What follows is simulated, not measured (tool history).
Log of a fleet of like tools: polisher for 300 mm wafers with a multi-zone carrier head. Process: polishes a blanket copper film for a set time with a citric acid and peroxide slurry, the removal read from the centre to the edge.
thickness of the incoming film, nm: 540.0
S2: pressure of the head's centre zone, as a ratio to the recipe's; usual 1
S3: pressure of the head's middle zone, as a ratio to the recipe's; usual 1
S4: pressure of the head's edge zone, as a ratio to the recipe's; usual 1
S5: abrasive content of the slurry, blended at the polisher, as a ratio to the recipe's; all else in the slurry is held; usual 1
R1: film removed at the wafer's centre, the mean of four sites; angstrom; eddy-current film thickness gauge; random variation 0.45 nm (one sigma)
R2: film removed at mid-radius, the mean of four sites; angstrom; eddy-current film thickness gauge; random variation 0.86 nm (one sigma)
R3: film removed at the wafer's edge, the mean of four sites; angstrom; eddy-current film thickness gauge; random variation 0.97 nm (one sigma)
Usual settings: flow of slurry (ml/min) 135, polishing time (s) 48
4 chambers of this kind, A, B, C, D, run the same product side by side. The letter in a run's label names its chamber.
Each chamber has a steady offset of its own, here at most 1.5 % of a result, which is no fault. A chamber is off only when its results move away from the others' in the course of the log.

{"hour": 5.7, "done": "chamber B: worn pad replaced by a new one"}
{"run": "1A", "hour": 6.8, "flow of slurry (ml/min)": 135, "S2": 1, "S3": 1, "S4": 1, "S5": 1, "polishing time (s)": 48, "R1": 645.93, "R2": 654.63, "R3": 664.21}
{"hour": 11.3, "done": "chamber A: worn pad replaced by a new one"}
{"run": "2B", "hour": 20.9, "flow of slurry (ml/min)": 135, "S2": 1, "S3": 1, "S4": 1, "S5": 1, "polishing time (s)": 48, "R1": 656.19, "R2": 664.26, "R3": 643.7}
{"run": "3C", "hour": 32.4, "flow of slurry (ml/min)": 135, "S2": 1, "S3": 1, "S4": 1, "S5": 1, "polishing time (s)": 48, "R1": 657.14, "R2": 638.97, "R3": 632.85}
{"hour": 41.5, "done": "chamber C: worn pad replaced by a new one"}
{"run": "4D", "hour": 42.7, "flow of slurry (ml/min)": 135, "S2": 1, "S3": 1, "S4": 1, "S5": 1, "polishing time (s)": 48, "R1": 639.05, "R2": 648.96, "R3": 649.58}
{"run": "5A", "hour": 50.0, "flow of slurry (ml/min)": 135, "S2": 1, "S3": 1, "S4": 1, "S5": 1, "polishing time (s)": 48, "R1": 642.97, "R2": 650.37, "R3": 647.47}
{"run": "6C", "hour": 58.6, "flow of slurry (ml/min)": 135, "S2": 1, "S3": 1, "S4": 1, "S5": 1, "polishing time (s)": 48, "R1": 648.99, "R2": 650.19, "R3": 655.84}
{"run": "7D", "hour": 68.7, "flow of slurry (ml/min)": 135, "S2": 1, "S3": 1, "S4": 1, "S5": 1, "polishing time (s)": 48, "R1": 645.56, "R2": 639.38, "R3": 646.51}
{"hour": 72.0, "done": "chamber B: centre zone pressure recalibrated"}
{"run": "8B", "hour": 79.3, "flow of slurry (ml/min)": 135, "S2": 1, "S3": 1, "S4": 1, "S5": 1, "polishing time (s)": 48, "R1": 650.26, "R2": 660.07, "R3": 647.96}
{"run": "9B", "hour": 89.1, "flow of slurry (ml/min)": 135, "S2": 1, "S3": 0.95, "S4": 1, "S5": 1.2, "polishing time (s)": 48, "R1": 669.77, "R2": 635.14, "R3": 677.3}
{"run": "10D", "hour": 95.9, "flow of slurry (ml/min)": 135, "S2": 1, "S3": 0.95, "S4": 1, "S5": 1.2, "polishing time (s)": 48, "R1": 669.08, "R2": 663.74, "R3": 679.64}
{"hour": 96.4, "done": "chamber B: worn pad replaced by a new one"}
{"hour": 101.9, "done": "chamber A: worn pad replaced by a new one"}
{"run": "11A", "hour": 102.3, "flow of slurry (ml/min)": 135, "S2": 1, "S3": 0.95, "S4": 1, "S5": 1.2, "polishing time (s)": 48, "R1": 672.78, "R2": 635.45, "R3": 685.9}
{"hour": 111.7, "done": "chamber D: worn pad replaced by a new one"}
{"hour": 113.3, "done": "chamber C: worn pad replaced by a new one"}
{"run": "12C", "hour": 116.0, "flow of slurry (ml/min)": 135, "S2": 1, "S3": 0.95, "S4": 1, "S5": 1.2, "polishing time (s)": 48, "R1": 688.58, "R2": 629.69, "R3": 690.71}
{"run": "13A", "hour": 126.0, "flow of slurry (ml/min)": 135, "S2": 1, "S3": 1, "S4": 1, "S5": 1, "polishing time (s)": 48, "R1": 648.46, "R2": 659.99, "R3": 663.67}
{"hour": 131.7, "done": "chamber A: slurry nozzle cleaned"}
{"run": "14C", "hour": 136.7, "flow of slurry (ml/min)": 135, "S2": 1, "S3": 1, "S4": 1, "S5": 1, "polishing time (s)": 48, "R1": 658.93, "R2": 645.17, "R3": 645.88}
{"run": "15B", "hour": 148.6, "flow of slurry (ml/min)": 135, "S2": 1, "S3": 1, "S4": 1, "S5": 1, "polishing time (s)": 48, "R1": 644.57, "R2": 645.92, "R3": 653.21}
{"run": "16D", "hour": 156.5, "flow of slurry (ml/min)": 135, "S2": 1, "S3": 1, "S4": 1, "S5": 1, "polishing time (s)": 48, "R1": 635.97, "R2": 649.16, "R3": 639.92}
{"run": "17D", "hour": 169.6, "flow of slurry (ml/min)": 135, "S2": 1, "S3": 1, "S4": 1, "S5": 1, "polishing time (s)": 48, "R1": 648.34, "R2": 652.13, "R3": 647.98}
{"hour": 172.4, "done": "chamber B: worn pad replaced by a new one"}
{"hour": 176.4, "done": "chamber A: centre zone pressure recalibrated"}
{"hour": 176.6, "done": "chamber A: worn pad replaced by a new one"}
{"run": "18A", "hour": 182.4, "flow of slurry (ml/min)": 135, "S2": 1, "S3": 1, "S4": 1, "S5": 1, "polishing time (s)": 48, "R1": 653.25, "R2": 641.41, "R3": 681.06}
{"hour": 185.4, "done": "chamber D: slurry nozzle cleaned"}
{"run": "19C", "hour": 192.0, "flow of slurry (ml/min)": 135, "S2": 1, "S3": 1, "S4": 1, "S5": 1, "polishing time (s)": 48, "R1": 649.55, "R2": 627.45, "R3": 650.91}
{"hour": 204.4, "done": "chamber C: worn pad replaced by a new one"}
{"run": "20B", "hour": 204.7, "flow of slurry (ml/min)": 135, "S2": 1, "S3": 1, "S4": 1, "S5": 1, "polishing time (s)": 48, "R1": 648.55, "R2": 654.86, "R3": 654.03}
{"run": "21A", "hour": 215.4, "flow of slurry (ml/min)": 135, "S2": 1, "S3": 1, "S4": 0.9, "S5": 1, "polishing time (s)": 55, "R1": 744.22, "R2": 760.48, "R3": 712.54}
{"run": "22C", "hour": 229.5, "flow of slurry (ml/min)": 135, "S2": 1, "S3": 1, "S4": 0.9, "S5": 1, "polishing time (s)": 55, "R1": 741.4, "R2": 723.19, "R3": 703.19}
{"run": "23B", "hour": 241.8, "flow of slurry (ml/min)": 135, "S2": 1, "S3": 1, "S4": 0.9, "S5": 1, "polishing time (s)": 55, "R1": 733.89, "R2": 745.49, "R3": 691.36}
{"hour": 247.7, "done": "chamber A: edge zone pressure recalibrated"}
{"hour": 250.8, "done": "chamber B: worn pad replaced by a new one"}
{"hour": 251.7, "done": "chamber A: worn pad replaced by a new one"}
{"run": "24D", "hour": 255.4, "flow of slurry (ml/min)": 135, "S2": 1, "S3": 1, "S4": 0.9, "S5": 1, "polishing time (s)": 55, "R1": 733.13, "R2": 741.4, "R3": 716.88}
{"hour": 256.5, "done": "chamber D: worn pad replaced by a new one"}
{"run": "25D", "hour": 267.3, "flow of slurry (ml/min)": 135, "S2": 1, "S3": 1, "S4": 1, "S5": 1, "polishing time (s)": 48, "R1": 645.99, "R2": 649.53, "R3": 638.1}
{"run": "26C", "hour": 276.4, "flow of slurry (ml/min)": 135, "S2": 1, "S3": 1, "S4": 1, "S5": 1, "polishing time (s)": 48, "R1": 642.53, "R2": 619.95, "R3": 644.89}
{"run": "27B", "hour": 289.1, "flow of slurry (ml/min)": 135, "S2": 1, "S3": 1, "S4": 1, "S5": 1, "polishing time (s)": 48, "R1": 645.52, "R2": 637.06, "R3": 645.59}
{"hour": 290.9, "done": "chamber C: worn pad replaced by a new one"}
{"run": "28A", "hour": 297.1, "flow of slurry (ml/min)": 90, "S2": 1.11, "S3": 1, "S4": 1, "S5": 1, "polishing time (s)": 48, "R1": 647.23, "R2": 606.03, "R3": 605.88}
{"run": "29A", "hour": 308.5, "flow of slurry (ml/min)": 90, "S2": 1.11, "S3": 1, "S4": 1, "S5": 1, "polishing time (s)": 48, "R1": 649.75, "R2": 582.56, "R3": 617.64}
{"run": "30B", "hour": 314.8, "flow of slurry (ml/min)": 90, "S2": 1.11, "S3": 1, "S4": 1, "S5": 1, "polishing time (s)": 48, "R1": 636.92, "R2": 593.15, "R3": 596.18}
{"run": "31D", "hour": 326.1, "flow of slurry (ml/min)": 90, "S2": 1.11, "S3": 1, "S4": 1, "S5": 1, "polishing time (s)": 48, "R1": 646.42, "R2": 589.3, "R3": 621.72}
{"hour": 328.1, "done": "chamber B: worn pad replaced by a new one"}
{"hour": 339.6, "done": "chamber A: worn pad replaced by a new one"}
{"run": "32C", "hour": 339.8, "flow of slurry (ml/min)": 135, "S2": 1, "S3": 1, "S4": 1, "S5": 1, "polishing time (s)": 48, "R1": 621.69, "R2": 630.05, "R3": 632.27}
{"run": "33A", "hour": 352.2, "flow of slurry (ml/min)": 135, "S2": 1, "S3": 1, "S4": 1, "S5": 1, "polishing time (s)": 48, "R1": 651.06, "R2": 653.74, "R3": 658.95}
{"run": "34D", "hour": 360.2, "flow of slurry (ml/min)": 135, "S2": 1, "S3": 1, "S4": 1, "S5": 1, "polishing time (s)": 48, "R1": 650.21, "R2": 641.01, "R3": 656.92}
{"run": "35B", "hour": 369.9, "flow of slurry (ml/min)": 135, "S2": 1, "S3": 1, "S4": 1, "S5": 1, "polishing time (s)": 48, "R1": 645.51, "R2": 649.34, "R3": 640.21}
{"hour": 373.0, "done": "chamber C: worn pad replaced by a new one"}
{"hour": 377.4, "done": "chamber D: worn pad replaced by a new one"}
{"run": "36C", "hour": 382.9, "flow of slurry (ml/min)": 135, "S2": 1, "S3": 1, "S4": 1, "S5": 1.1, "polishing time (s)": 48, "R1": 624.21, "R2": 617.99, "R3": 633.45}
{"run": "37A", "hour": 389.7, "flow of slurry (ml/min)": 135, "S2": 1, "S3": 1, "S4": 1, "S5": 1.1, "polishing time (s)": 48, "R1": 667.31, "R2": 659.37, "R3": 667.91}
{"hour": 397.8, "done": "chamber B: centre zone pressure recalibrated"}
{"hour": 398.8, "done": "chamber B: worn pad replaced by a new one"}
{"run": "38D", "hour": 400.6, "flow of slurry (ml/min)": 135, "S2": 1, "S3": 1, "S4": 1, "S5": 1.1, "polishing time (s)": 48, "R1": 665.42, "R2": 662.85, "R3": 671.94}
{"run": "39B", "hour": 412.8, "flow of slurry (ml/min)": 135, "S2": 1, "S3": 1, "S4": 1, "S5": 1.1, "polishing time (s)": 48, "R1": 652.31, "R2": 655.71, "R3": 663.78}

What goes on in this fleet: one chamber off, a drifting gauge, or nothing beyond the chambers' own small offsets? Name the chamber and the cause, if any.

Chamber C drifts away from the others.
Cause: slurry flow missing at the pad, % = 24.5.

Here are 4 candidates for chamber C's next run, each the usual settings with a change, their results left as question marks. Which one brings its results back in line with what the others give on the usual settings?
In line means no further than this from the other chambers' mean on the usual settings: R1 15 angstrom; R2 30 angstrom; R3 34 angstrom
{"run": "40C-1", "hour": 423.1, "flow of slurry (ml/min)": 130, "S2": 0.99, "S3": 0.97, "S4": 1.01, "S5": 1, "polishing time (s)": 46, "R1": "?", "R2": "?", "R3": "?"}
{"run": "40C-2", "hour": 423.1, "flow of slurry (ml/min)": 140, "S2": 1.01, "S3": 1.03, "S4": 0.99, "S5": 1, "polishing time (s)": 50, "R1": "?", "R2": "?", "R3": "?"}
{"run": "40C-3", "hour": 423.1, "flow of slurry (ml/min)": 125, "S2": 0.99, "S3": 0.95, "S4": 1.03, "S5": 1, "polishing time (s)": 44, "R1": "?", "R2": "?", "R3": "?"}
{"run": "40C-4", "hour": 423.1, "flow of slurry (ml/min)": 145, "S2": 1.01, "S3": 1.06, "S4": 0.97, "S5": 1, "polishing time (s)": 53, "R1": "?", "R2": "?", "R3": "?"}

The other chambers' mean on the usual settings: R1 644.81 angstrom; R2 651.92 angstrom; R3 650.86 angstrom
run=40C-1 R1=564.71 R2=553.2 R3=593.2
run=40C-2 R1=642.89 R2=648.62 R3=646.48
run=40C-3 R1=532.91 R2=513.16 R3=569.08
run=40C-4 R1=688.93 R2=712.59 R3=682.03
40C-2 brings the chamber back in line.

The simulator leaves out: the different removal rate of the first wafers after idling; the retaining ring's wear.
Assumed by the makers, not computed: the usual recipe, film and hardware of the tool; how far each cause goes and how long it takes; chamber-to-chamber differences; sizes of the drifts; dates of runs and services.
